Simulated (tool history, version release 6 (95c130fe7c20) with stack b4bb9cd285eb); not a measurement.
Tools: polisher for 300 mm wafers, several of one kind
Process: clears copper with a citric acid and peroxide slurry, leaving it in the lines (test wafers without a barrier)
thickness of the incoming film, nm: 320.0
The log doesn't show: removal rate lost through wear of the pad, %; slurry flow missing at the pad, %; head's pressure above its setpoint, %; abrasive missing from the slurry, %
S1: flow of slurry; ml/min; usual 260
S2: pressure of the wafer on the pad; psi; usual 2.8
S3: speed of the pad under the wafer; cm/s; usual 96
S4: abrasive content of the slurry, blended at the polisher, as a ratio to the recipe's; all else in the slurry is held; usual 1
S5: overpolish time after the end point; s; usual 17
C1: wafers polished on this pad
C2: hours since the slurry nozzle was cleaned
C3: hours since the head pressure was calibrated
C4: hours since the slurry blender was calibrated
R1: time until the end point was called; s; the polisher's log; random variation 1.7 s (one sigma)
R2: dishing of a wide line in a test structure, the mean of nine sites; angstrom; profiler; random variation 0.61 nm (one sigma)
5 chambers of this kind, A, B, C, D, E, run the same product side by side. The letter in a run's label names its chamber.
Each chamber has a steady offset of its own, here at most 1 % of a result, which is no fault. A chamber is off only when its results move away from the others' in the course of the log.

run,hour,S1,S2,S3,S4,S5,C1,C2,C3,C4,R1,R2
# hour 4.7: chamber A: slurry blender recalibrated
1D,7.1,260,2.8,96,1,17,1185,369.3,504.9,466.3,149.12,248.5
2C,11.3,260,2.8,96,1,17,420,154.8,274.6,18.2,148.69,249.9
# hour 16.7: chamber D: worn pad replaced by a new one
3A,18.9,260,2.8,96,1,17,329,265.8,37.7,14.3,145.8,241.98
4B,25.7,260,2.8,96,1,17,213,251.1,151,30,151,253.83
# hour 29.8: chamber B: slurry nozzle cleaned
5E,33.1,260,2.8,96,1,17,257,72.8,240.6,161.9,150.65,254.04
6E,38.4,260,2.8,96,1,17,291,78.1,245.9,167.2,151.06,251.84
# hour 38.8: chamber C: worn pad replaced by a new one
7B,43.1,260,2.8,96,1,17,327,13.3,168.4,47.4,150.76,251.68
8C,48.9,260,2.8,96,1,17,66,192.4,312.2,55.8,146.81,259.42
9A,54.8,260,2.8,96,1,17,566,301.7,73.6,50.2,148.68,253.94
10D,59.8,260,2.8,96,1,17,284,422,557.6,519,149.5,248.95
# hour 63.3: chamber D: slurry blender recalibrated
11A,64.8,260,2.8,96,1,17,632,311.7,83.6,60.2,149.8,258.1
12D,72.3,260,2.8,96,1,17,366,434.5,570.1,9,149.4,251.22
13B,77.3,325,2.8,96,1,17,553,47.5,202.6,81.6,147.73,259.48
14E,81.2,325,2.8,96,1,17,573,120.9,288.7,210,145.99,255.27
15C,88,325,2.8,96,1,17,324,231.5,351.3,94.9,144.55,261.56
# hour 91.4: chamber B: worn pad replaced by a new one
16C,94,325,2.8,96,1,17,363,237.5,357.3,100.9,144.72,254.75
17A,102.3,325,2.8,96,1,17,879,349.2,121.1,97.7,145.55,269.84
18E,110.3,260,2.8,96,1.3,17,765,150,317.8,239.1,142.12,269.2
19B,118.1,260,2.8,96,1.3,17,176,88.3,243.4,122.4,141.95,273.94
20D,125.9,260,2.8,96,1.3,17,719,488.1,623.7,62.6,140.27,271.27
# hour 127.2: chamber E: worn pad replaced by a new one
21D,131.1,260,2.8,96,1.3,17,753,493.3,628.9,67.8,142.92,266.87
# hour 136.8: chamber C: slurry blender recalibrated
22E,138.1,260,2.8,96,1.3,17,71,177.8,345.6,266.9,139.02,262.72
# hour 143.4: chamber C: worn pad replaced by a new one
23A,144.4,260,2.8,96,1,17,1156,391.3,163.2,139.8,154.8,244.3
24C,149.8,260,2.8,96,1,17,42,293.3,413.1,13.1,152,264.82
25B,155.6,260,2.8,96,1,17,423,125.8,280.9,159.9,150.01,240.66
# hour 162.5: chamber B: slurry blender recalibrated
26A,163.3,260,2.8,96,1,17,1280,410.2,182.1,158.7,158.67,235.17
27B,167.4,260,2.8,96,1,17,500,137.6,292.7,4.9,149.59,262.97
28E,172.2,260,2.8,96,1,17,296,211.9,379.7,301,152.18,258.93
29C,178.4,260,2.8,96,1,17,230,321.9,441.7,41.7,147.12,256.01
# hour 179.1: chamber B: worn pad replaced by a new one
30D,185.5,260,2.8,96,1,17,1111,547.7,683.3,122.2,149.26,245.97
31C,191.3,260,2.8,96,1,17,315,334.8,454.6,54.6,148.1,258.96
32B,195.5,260,3.3,96,1,17,108,165.7,320.8,33,126.39,284.21
33A,204.3,260,3.3,96,1,17,1550,451.2,223.1,199.7,141.26,259.8
34E,213.2,260,3.3,96,1,17,566,252.9,420.7,342,125.37,303.52
35D,221.8,260,3.3,96,1,17,1350,584,719.6,158.5,126.1,289.15
36A,227.1,260,3.3,96,1,17,1700,474,245.9,222.5,141.13,265.83
37B,233.1,260,2.8,96,1,17,356,203.3,358.4,70.6,150.2,261.96

All 5 chambers run these settings next. Forecast each chamber's results:
38A,239.7,260,2.8,96,1,17,,,,,?,?
38B,239.7,260,2.8,96,1,17,,,,,?,?
38C,239.7,260,2.8,96,1,17,,,,,?,?
38D,239.7,260,2.8,96,1,17,,,,,?,?
38E,239.7,260,2.8,96,1,17,,,,,?,?

run,R1,R2
38A,171.18,222.25
38B,148.5,244.62
38C,147.72,242.67
38D,146.8,243.82
38E,152.85,244.54
